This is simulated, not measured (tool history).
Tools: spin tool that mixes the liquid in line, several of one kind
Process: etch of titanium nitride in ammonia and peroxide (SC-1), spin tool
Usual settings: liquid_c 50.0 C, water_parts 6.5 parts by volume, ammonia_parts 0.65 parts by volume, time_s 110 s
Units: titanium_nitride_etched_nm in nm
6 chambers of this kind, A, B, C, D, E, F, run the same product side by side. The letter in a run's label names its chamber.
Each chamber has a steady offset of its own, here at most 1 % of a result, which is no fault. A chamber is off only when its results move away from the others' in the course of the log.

run   hour  liquid_c  water_parts  ammonia_parts  time_s  hours since the thermometer was replaced  hours since the ammonia flow meter was replaced  hours since the heated supply line was repaired  hours since the drum of ammonia solution was connected  read-back film thickness of the titanium nitride reference wafer, read on the same gauge (nm)  titanium_nitride_etched_nm
 1B    8.5      50.0          6.5           0.65     110                                    1274.3                                           1156.2                                           2303.7                                                   273.0                                                                                         29.996                      8.7537
 2A   15.5      50.0          6.5           0.65     110                                     516.9                                            225.8                                            370.9                                                    21.0                                                                                         30.003                      8.9412
 3E   23.6      50.0          6.5           0.65     110                                     718.8                                            764.7                                           1471.8                                                    61.5                                                                                         30.001                      8.9472
 4C   33.9      50.0          6.5           0.65     110                                     541.6                                             42.8                                           2099.2                                                   798.1                                                                                         29.985                      8.7937
 5D   46.8      50.0          6.5           0.65     110                                     247.9                                           1953.8                                           1864.7                                                    53.1                                                                                         30.002                      8.8318
      48.6  -- chamber B: new drum of ammonia solution connected
 6F   58.3      50.0          6.5           0.65     110                                     385.3                                            657.2                                             81.7                                                   834.8                                                                                         29.987                      8.9236
 7F   68.3      50.0          6.5           0.65     110                                     395.3                                            667.2                                             91.7                                                   844.8                                                                                         29.998                      8.9920
      75.0  -- chamber F: new drum of ammonia solution connected
 8A   81.7      50.0          6.5           0.65     110                                     583.1                                            292.0                                            437.1                                                    87.2                                                                                         29.991                      8.9147
      84.7  -- chamber C: heated supply line repaired
 9B   94.8      50.0          6.5           0.65     110                                    1360.6                                           1242.5                                           2390.0                                                    46.2                                                                                         30.000                      8.9080
10E  102.4      50.0          6.5           0.65     110                                     797.6                                            843.5                                           1550.6                                                   140.3                                                                                         29.995                      8.8671
     104.3  -- chamber D: ammonia flow meter replaced
11C  114.8      50.0          6.5           0.65     110                                     622.5                                            123.7                                             30.1                                                   879.0                                                                                         30.010                      8.9492
     121.9  -- chamber C: new drum of ammonia solution connected
12D  126.2      50.0          6.5           0.65     110                                     327.3                                             22.0                                           1944.1                                                   132.5                                                                                         29.981                      8.9790
13E  136.1      50.0          6.5           0.65     110                                     831.3                                            877.2                                           1584.3                                                   174.0                                                                                         30.020                      8.8591
14A  148.0      50.0          6.5           0.65     110                                     649.4                                            358.3                                            503.4                                                   153.5                                                                                         30.001                      8.6725
     151.0  -- chamber B: heated supply line repaired
15F  157.1      50.0          6.5           0.65     110                                     484.1                                            756.0                                            180.5                                                    82.2                                                                                         29.986                      9.0258
16D  166.8      50.0          6.5           0.65     110                                     367.9                                             62.6                                           1984.7                                                   173.1                                                                                         29.982                      8.8967
17C  178.9      50.0          6.5           0.65     110                                     686.6                                            187.8                                             94.2                                                    57.1                                                                                         29.972                      8.9401
18B  185.4      56.5          6.5           0.65     110                                    1451.2                                           1333.1                                             34.5                                                   136.8                                                                                         30.008                     13.8510
19B  198.3      56.5          6.5           0.65     110                                    1464.1                                           1346.0                                             47.4                                                   149.7                                                                                         30.031                     13.9510
20E  210.5      56.5          6.5           0.65     110                                     905.7                                            951.6                                           1658.7                                                   248.4                                                                                         30.009                     13.6160
21A  216.8      56.5          6.5           0.65     110                                     718.2                                            427.1                                            572.2                                                   222.3                                                                                         30.020                     13.3250
22D  223.1      56.5          6.5           0.65     110                                     424.2                                            118.9                                           2041.0                                                   229.4                                                                                         29.995                     13.9480
23C  232.3      56.5          6.5           0.65     110                                     740.0                                            241.2                                            147.6                                                   110.5                                                                                         30.007                     14.0180
     239.5  -- chamber E: ammonia flow meter replaced
24F  242.6      50.0          6.5           0.65     110                                     569.6                                            841.5                                            266.0                                                   167.7                                                                                         29.991                      9.0028
25B  251.6      50.0          6.5           0.65     110                                    1517.4                                           1399.3                                            100.7                                                   203.0                                                                                         30.004                      8.8480
26E  264.2      50.0          6.5           0.65     110                                     959.4                                             24.8                                           1712.4                                                   302.1                                                                                         30.004                      8.8374
27F  276.3      50.0          6.5           0.65     110                                     603.3                                            875.2                                            299.7                                                   201.4                                                                                         30.015                      8.8446
     282.9  -- chamber A: new drum of ammonia solution connected
28C  283.3      50.0          6.5           0.65     110                                     791.0                                            292.2                                            198.6                                                   161.5                                                                                         29.984                      8.8903
29D  293.6      50.0          8.5           0.65     110                                     494.7                                            189.4                                           2111.5                                                   299.9                                                                                         30.000                      7.7273
30A  301.5      50.0          8.5           0.65     110                                     802.9                                            511.8                                            656.9                                                    18.6                                                                                         30.004                      7.3784
31E  309.5      50.0          8.5           0.65     110                                    1004.7                                             70.1                                           1757.7                                                   347.4                                                                                         29.994                      7.7265
32A  316.6      50.0          8.5           0.65     110                                     818.0                                            526.9                                            672.0                                                    33.7                                                                                         30.018                      7.3841
33F  326.1      50.0          8.5           0.65     110                                     653.1                                            925.0                                            349.5                                                   251.2                                                                                         30.011                      7.9437
34C  339.8      50.0          8.5           0.65     110                                     847.5                                            348.7                                            255.1                                                   218.0                                                                                         30.013                      7.8856
35D  352.9      50.0          6.5           0.65     110                                     554.0                                            248.7                                           2170.8                                                   359.2                                                                                         30.004                      8.7959
36B  359.4      50.0          6.5           0.65     110                                    1625.2                                           1507.1                                            208.5                                                   310.8                                                                                         29.989                      9.0015
37D  369.8      50.0          6.5           0.65     110                                     570.9                                            265.6                                           2187.7                                                   376.1                                                                                         30.016                      8.6794

All 6 chambers run these settings next. Forecast each chamber's results:
38A  379.6      55.0          6.5           0.65     110                                                                                                                                                                                                                                                                                                                              ?
38B  379.6      55.0          6.5           0.65     110                                                                                                                                                                                                                                                                                                                              ?
38C  379.6      55.0          6.5           0.65     110                                                                                                                                                                                                                                                                                                                              ?
38D  379.6      55.0          6.5           0.65     110                                                                                                                                                                                                                                                                                                                              ?
38E  379.6      55.0          6.5           0.65     110                                                                                                                                                                                                                                                                                                                              ?
38F  379.6      55.0          6.5           0.65     110                                                                                                                                                                                                                                                                                                                              ?

run  titanium_nitride_etched_nm
38A                     11.6510
38B                     12.4480
38C                     12.5500
38D                     12.6050
38E                     12.5280
38F                     12.6630

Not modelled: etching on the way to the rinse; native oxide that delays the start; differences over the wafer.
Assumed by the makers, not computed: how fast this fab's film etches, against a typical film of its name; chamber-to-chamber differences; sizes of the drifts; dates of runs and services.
